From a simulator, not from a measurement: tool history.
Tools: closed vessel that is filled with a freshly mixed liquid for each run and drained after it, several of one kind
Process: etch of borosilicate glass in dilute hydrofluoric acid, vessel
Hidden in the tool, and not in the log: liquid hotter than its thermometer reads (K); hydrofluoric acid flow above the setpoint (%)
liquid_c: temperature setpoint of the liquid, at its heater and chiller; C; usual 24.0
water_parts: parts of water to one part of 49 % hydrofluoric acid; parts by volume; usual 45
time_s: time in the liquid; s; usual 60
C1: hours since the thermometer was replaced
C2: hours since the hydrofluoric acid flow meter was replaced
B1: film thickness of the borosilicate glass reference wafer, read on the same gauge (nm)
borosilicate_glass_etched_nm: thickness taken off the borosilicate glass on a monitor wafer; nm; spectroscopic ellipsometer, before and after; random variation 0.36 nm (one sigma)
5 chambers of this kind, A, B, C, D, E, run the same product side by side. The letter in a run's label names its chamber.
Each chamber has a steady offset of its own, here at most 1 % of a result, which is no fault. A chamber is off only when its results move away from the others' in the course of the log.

run 1A hour=3.1 | liquid_c=24.0 water_parts=45 time_s=60 | C1=1385.7 C2=1094.7 | B1=69.984 | borosilicate_glass_etched_nm=41.799
run 2E hour=8.6 | liquid_c=24.0 water_parts=45 time_s=60 | C1=1978.7 C2=1072.2 | B1=70.001 | borosilicate_glass_etched_nm=41.567
run 3B hour=13.7 | liquid_c=24.0 water_parts=45 time_s=60 | C1=733.1 C2=597.0 | B1=69.963 | borosilicate_glass_etched_nm=41.851
run 4C hour=18.9 | liquid_c=24.0 water_parts=45 time_s=60 | C1=908.8 C2=391.7 | B1=70.017 | borosilicate_glass_etched_nm=41.139
run 5D hour=22.6 | liquid_c=24.0 water_parts=45 time_s=60 | C1=621.2 C2=958.2 | B1=70.014 | borosilicate_glass_etched_nm=42.141
run 6B hour=27.5 | liquid_c=24.0 water_parts=45 time_s=60 | C1=746.9 C2=610.8 | B1=70.016 | borosilicate_glass_etched_nm=41.509
run 7A hour=33.9 | liquid_c=24.0 water_parts=45 time_s=60 | C1=1416.5 C2=1125.5 | B1=70.005 | borosilicate_glass_etched_nm=42.055
run 8D hour=38.8 | liquid_c=24.0 water_parts=45 time_s=60 | C1=637.4 C2=974.4 | B1=69.996 | borosilicate_glass_etched_nm=41.881
run 9E hour=42.7 | liquid_c=24.0 water_parts=50 time_s=35 | C1=2012.8 C2=1106.3 | B1=69.974 | borosilicate_glass_etched_nm=21.850
run 10C hour=46.1 | liquid_c=24.0 water_parts=50 time_s=35 | C1=936.0 C2=418.9 | B1=70.011 | borosilicate_glass_etched_nm=22.003
run 11D hour=50.5 | liquid_c=24.0 water_parts=50 time_s=35 | C1=649.1 C2=986.1 | B1=70.007 | borosilicate_glass_etched_nm=21.894
run 12E hour=53.8 | liquid_c=24.0 water_parts=50 time_s=35 | C1=2023.9 C2=1117.4 | B1=69.999 | borosilicate_glass_etched_nm=21.343
-- hour=56.7 chamber B: thermometer replaced
run 13A hour=58.3 | liquid_c=24.0 water_parts=50 time_s=35 | C1=1440.9 C2=1149.9 | B1=70.020 | borosilicate_glass_etched_nm=21.512
run 14B hour=62.9 | liquid_c=24.0 water_parts=45 time_s=60 | C1=6.2 C2=646.2 | B1=69.953 | borosilicate_glass_etched_nm=41.398
run 15C hour=66.9 | liquid_c=24.0 water_parts=45 time_s=60 | C1=956.8 C2=439.7 | B1=69.994 | borosilicate_glass_etched_nm=42.008
run 16D hour=72.7 | liquid_c=24.0 water_parts=45 time_s=60 | C1=671.3 C2=1008.3 | B1=70.004 | borosilicate_glass_etched_nm=42.363
run 17A hour=77.6 | liquid_c=24.0 water_parts=45 time_s=60 | C1=1460.2 C2=1169.2 | B1=69.999 | borosilicate_glass_etched_nm=41.696
run 18E hour=82.7 | liquid_c=24.0 water_parts=45 time_s=60 | C1=2052.8 C2=1146.3 | B1=70.004 | borosilicate_glass_etched_nm=40.835
run 19B hour=88.2 | liquid_c=24.0 water_parts=45 time_s=60 | C1=31.5 C2=671.5 | B1=70.038 | borosilicate_glass_etched_nm=41.035
run 20C hour=92.2 | liquid_c=24.0 water_parts=45 time_s=60 | C1=982.1 C2=465.0 | B1=69.993 | borosilicate_glass_etched_nm=43.786
run 21D hour=97.6 | liquid_c=24.0 water_parts=45 time_s=60 | C1=696.2 C2=1033.2 | B1=70.019 | borosilicate_glass_etched_nm=42.029
run 22C hour=103.6 | liquid_c=24.0 water_parts=45 time_s=60 | C1=993.5 C2=476.4 | B1=70.026 | borosilicate_glass_etched_nm=43.782
run 23A hour=108.7 | liquid_c=24.0 water_parts=45 time_s=60 | C1=1491.3 C2=1200.3 | B1=69.967 | borosilicate_glass_etched_nm=42.049
run 24B hour=114.4 | liquid_c=22.0 water_parts=35 time_s=60 | C1=57.7 C2=697.7 | B1=69.976 | borosilicate_glass_etched_nm=49.083
run 25E hour=119.2 | liquid_c=22.0 water_parts=35 time_s=60 | C1=2089.3 C2=1182.8 | B1=70.005 | borosilicate_glass_etched_nm=49.443
run 26B hour=122.8 | liquid_c=22.0 water_parts=35 time_s=60 | C1=66.1 C2=706.1 | B1=70.035 | borosilicate_glass_etched_nm=48.922
run 27D hour=127.3 | liquid_c=22.0 water_parts=35 time_s=60 | C1=725.9 C2=1062.9 | B1=70.011 | borosilicate_glass_etched_nm=49.655
run 28E hour=131.6 | liquid_c=22.0 water_parts=35 time_s=60 | C1=2101.7 C2=1195.2 | B1=70.017 | borosilicate_glass_etched_nm=49.492
run 29C hour=138.0 | liquid_c=24.0 water_parts=45 time_s=60 | C1=1027.9 C2=510.8 | B1=69.970 | borosilicate_glass_etched_nm=44.671
run 30A hour=143.8 | liquid_c=24.0 water_parts=45 time_s=60 | C1=1526.4 C2=1235.4 | B1=70.027 | borosilicate_glass_etched_nm=42.235
run 31A hour=146.9 | liquid_c=24.0 water_parts=45 time_s=60 | C1=1529.5 C2=1238.5 | B1=69.997 | borosilicate_glass_etched_nm=41.207
run 32C hour=151.1 | liquid_c=24.0 water_parts=45 time_s=60 | C1=1041.0 C2=523.9 | B1=69.981 | borosilicate_glass_etched_nm=45.384
-- hour=153.1 chamber B: hydrofluoric acid flow meter replaced
run 33E hour=154.3 | liquid_c=20.5 water_parts=60 time_s=60 | C1=2124.4 C2=1217.9 | B1=70.029 | borosilicate_glass_etched_nm=26.311
run 34D hour=161.1 | liquid_c=20.5 water_parts=60 time_s=60 | C1=759.7 C2=1096.7 | B1=69.997 | borosilicate_glass_etched_nm=26.739
run 35B hour=165.6 | liquid_c=20.5 water_parts=60 time_s=60 | C1=108.9 C2=12.6 | B1=69.986 | borosilicate_glass_etched_nm=26.130
run 36D hour=169.3 | liquid_c=20.5 water_parts=60 time_s=60 | C1=767.9 C2=1104.9 | B1=69.996 | borosilicate_glass_etched_nm=26.356
run 37E hour=173.4 | liquid_c=20.5 water_parts=60 time_s=60 | C1=2143.5 C2=1237.0 | B1=69.972 | borosilicate_glass_etched_nm=26.770
run 38A hour=179.8 | liquid_c=24.0 water_parts=45 time_s=60 | C1=1562.4 C2=1271.4 | B1=70.007 | borosilicate_glass_etched_nm=42.492

What goes on in this fleet: one chamber off, a drifting gauge, or nothing beyond the chambers' own small offsets? Name the chamber and the cause, if any.

Chamber C drifts away from the others.
Cause: hydrofluoric acid flow above the setpoint (%) = 10.8.
The log may not tell that from: liquid hotter than its thermometer reads (K).

Here are 4 candidates for chamber C's next run, each the usual settings with a change, their results left as question marks. Which one brings its results back in line with what the others give on the usual settings?
In line means no further than this from the other chambers' mean on the usual settings: borosilicate_glass_etched_nm 1.300 nm
run 39C-1 hour=184.7 | liquid_c=23.0 water_parts=45 time_s=60 | borosilicate_glass_etched_nm=?
run 39C-2 hour=184.7 | liquid_c=21.5 water_parts=45 time_s=60 | borosilicate_glass_etched_nm=?
run 39C-3 hour=184.7 | liquid_c=25.0 water_parts=45 time_s=60 | borosilicate_glass_etched_nm=?
run 39C-4 hour=184.7 | liquid_c=24.5 water_parts=45 time_s=65 | borosilicate_glass_etched_nm=?

The other chambers' mean on the usual settings: borosilicate_glass_etched_nm 41.634 nm
run=39C-1 borosilicate_glass_etched_nm=44.050
run=39C-2 borosilicate_glass_etched_nm=41.395
run=39C-3 borosilicate_glass_etched_nm=47.799
run=39C-4 borosilicate_glass_etched_nm=50.747
39C-2 brings the chamber back in line.
